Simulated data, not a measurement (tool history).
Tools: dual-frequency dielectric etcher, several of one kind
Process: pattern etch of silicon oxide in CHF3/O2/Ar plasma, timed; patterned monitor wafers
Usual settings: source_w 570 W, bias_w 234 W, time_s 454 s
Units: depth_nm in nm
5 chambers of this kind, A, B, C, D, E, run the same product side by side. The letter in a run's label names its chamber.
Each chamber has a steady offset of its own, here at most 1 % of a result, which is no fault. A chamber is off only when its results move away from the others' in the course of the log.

| run | hour | source_w | bias_w | time_s | read-back reference wafer on the same gauge, depth_nm | depth_nm |
|---|---|---|---|---|---|---|
| 1E | 16.2 | 570 | 234 | 454 | 1057.9 | 963.6 |
| 2C | 32 | 570 | 234 | 454 | 1057.5 | 955.73 |
| 3B | 46.7 | 570 | 234 | 454 | 1056.3 | 968.99 |
| 4D | 57.4 | 570 | 234 | 454 | 1056.7 | 968.26 |
| 5A | 71.6 | 570 | 234 | 454 | 1056.5 | 958.33 |
| 6C | 80.6 | 570 | 234 | 454 | 1056.9 | 964.23 |
| 7A | 93 | 570 | 234 | 454 | 1056.7 | 964.43 |
| 8D | 108.8 | 570 | 234 | 454 | 1057.1 | 958.15 |
| 9E | 122.1 | 570 | 234 | 454 | 1055.9 | 959.04 |
| 10B | 135.2 | 570 | 234 | 454 | 1057.1 | 973.87 |
| 11C | 145.2 | 570 | 234 | 454 | 1057.2 | 958.29 |
| 12D | 160.7 | 570 | 234 | 454 | 1057.9 | 964.01 |
| 13B | 170.8 | 690 | 234 | 454 | 1057 | 1039.3 |
| 14E | 181.5 | 690 | 234 | 454 | 1057.2 | 1025.9 |
| 15A | 194.1 | 690 | 234 | 454 | 1057.7 | 1032.2 |
|  | 196.1 | chamber B: wet clean of the chamber |
| 16B | 206.5 | 690 | 234 | 454 | 1057.4 | 1035.8 |
| 17C | 219.7 | 690 | 234 | 454 | 1056 | 1031.3 |
| 18A | 227.9 | 570 | 234 | 454 | 1057.2 | 959.28 |
| 19D | 239.2 | 570 | 234 | 454 | 1057.4 | 959.78 |
|  | 243.9 | chamber D: wet clean of the chamber |
| 20E | 252.8 | 570 | 234 | 454 | 1056.8 | 959.46 |
|  | 253.9 | chamber C: wet clean of the chamber |
| 21A | 261.1 | 570 | 234 | 454 | 1057 | 965.4 |
| 22C | 275.1 | 570 | 234 | 409 | 1057.5 | 863.1 |
| 23D | 283.5 | 570 | 234 | 409 | 1056 | 864.05 |
| 24E | 293.3 | 570 | 234 | 409 | 1057.5 | 862.17 |
| 25B | 305.4 | 570 | 234 | 409 | 1056.6 | 879.25 |
| 26E | 314.4 | 570 | 234 | 409 | 1057 | 858.25 |
|  | 317.1 | chamber E: wet clean of the chamber |
| 27B | 324.7 | 570 | 234 | 454 | 1057.2 | 968.6 |
| 28C | 338.9 | 570 | 234 | 454 | 1056.9 | 962 |
|  | 352.5 | chamber A: wet clean of the chamber |
| 29D | 353.9 | 570 | 234 | 454 | 1058 | 963.55 |
| 30A | 367.6 | 570 | 234 | 454 | 1058.2 | 959.8 |
| 31A | 382.6 | 570 | 234 | 454 | 1057 | 965.42 |
| 32D | 395.5 | 570 | 234 | 454 | 1056.4 | 960.5 |
| 33B | 404.1 | 570 | 234 | 454 | 1056.1 | 962.92 |
| 34E | 413.3 | 570 | 234 | 454 | 1057.3 | 928.98 |
| 35C | 425.6 | 570 | 234 | 454 | 1057.5 | 961.86 |
|  | 430.3 | chamber E: bias power generator calibrated |
|  | 431 | chamber D: source power generator calibrated |
| 36C | 437.3 | 570 | 234 | 454 | 1056.7 | 960.87 |
| 37B | 445 | 570 | 234 | 454 | 1057.4 | 965.41 |
| 38D | 453.2 | 570 | 275 | 454 | 1057 | 1021.1 |
| 39A | 468.8 | 570 | 275 | 454 | 1056.6 | 1024 |
| 40E | 479.8 | 570 | 275 | 454 | 1057 | 993.41 |
| 41E | 494.5 | 570 | 275 | 454 | 1057.4 | 987.92 |
| 42A | 508.9 | 570 | 275 | 454 | 1056.8 | 1021.3 |

What goes on in this fleet: one chamber off, a drifting gauge, or nothing beyond the chambers' own small offsets? Name the chamber and the cause, if any.

A service left chamber E off against the others.
Cause: etch rate under this chamber's usual, % = 2.73.

Here are 4 candidates for chamber E's next run, each the usual settings with a change, their results left as question marks. Which one brings its results back in line with what the others give on the usual settings?
In line means no further than this from the other chambers' mean on the usual settings: depth_nm 11 nm
| 43E-1 | 520.5 | 570 | 269 | 454 |  | ? |
| 43E-2 | 520.5 | 570 | 232 | 441.5 |  | ? |
| 43E-3 | 520.5 | 570 | 255 | 454 |  | ? |
| 43E-4 | 520.5 | 570 | 199 | 454 |  | ? |

The other chambers' mean on the usual settings: depth_nm 963.63 nm
| run | depth_nm |
|---|---|
| 43E-1 | 980.67 |
| 43E-2 | 903.79 |
| 43E-3 | 961.69 |
| 43E-4 | 880.2 |
43E-3 brings the chamber back in line.

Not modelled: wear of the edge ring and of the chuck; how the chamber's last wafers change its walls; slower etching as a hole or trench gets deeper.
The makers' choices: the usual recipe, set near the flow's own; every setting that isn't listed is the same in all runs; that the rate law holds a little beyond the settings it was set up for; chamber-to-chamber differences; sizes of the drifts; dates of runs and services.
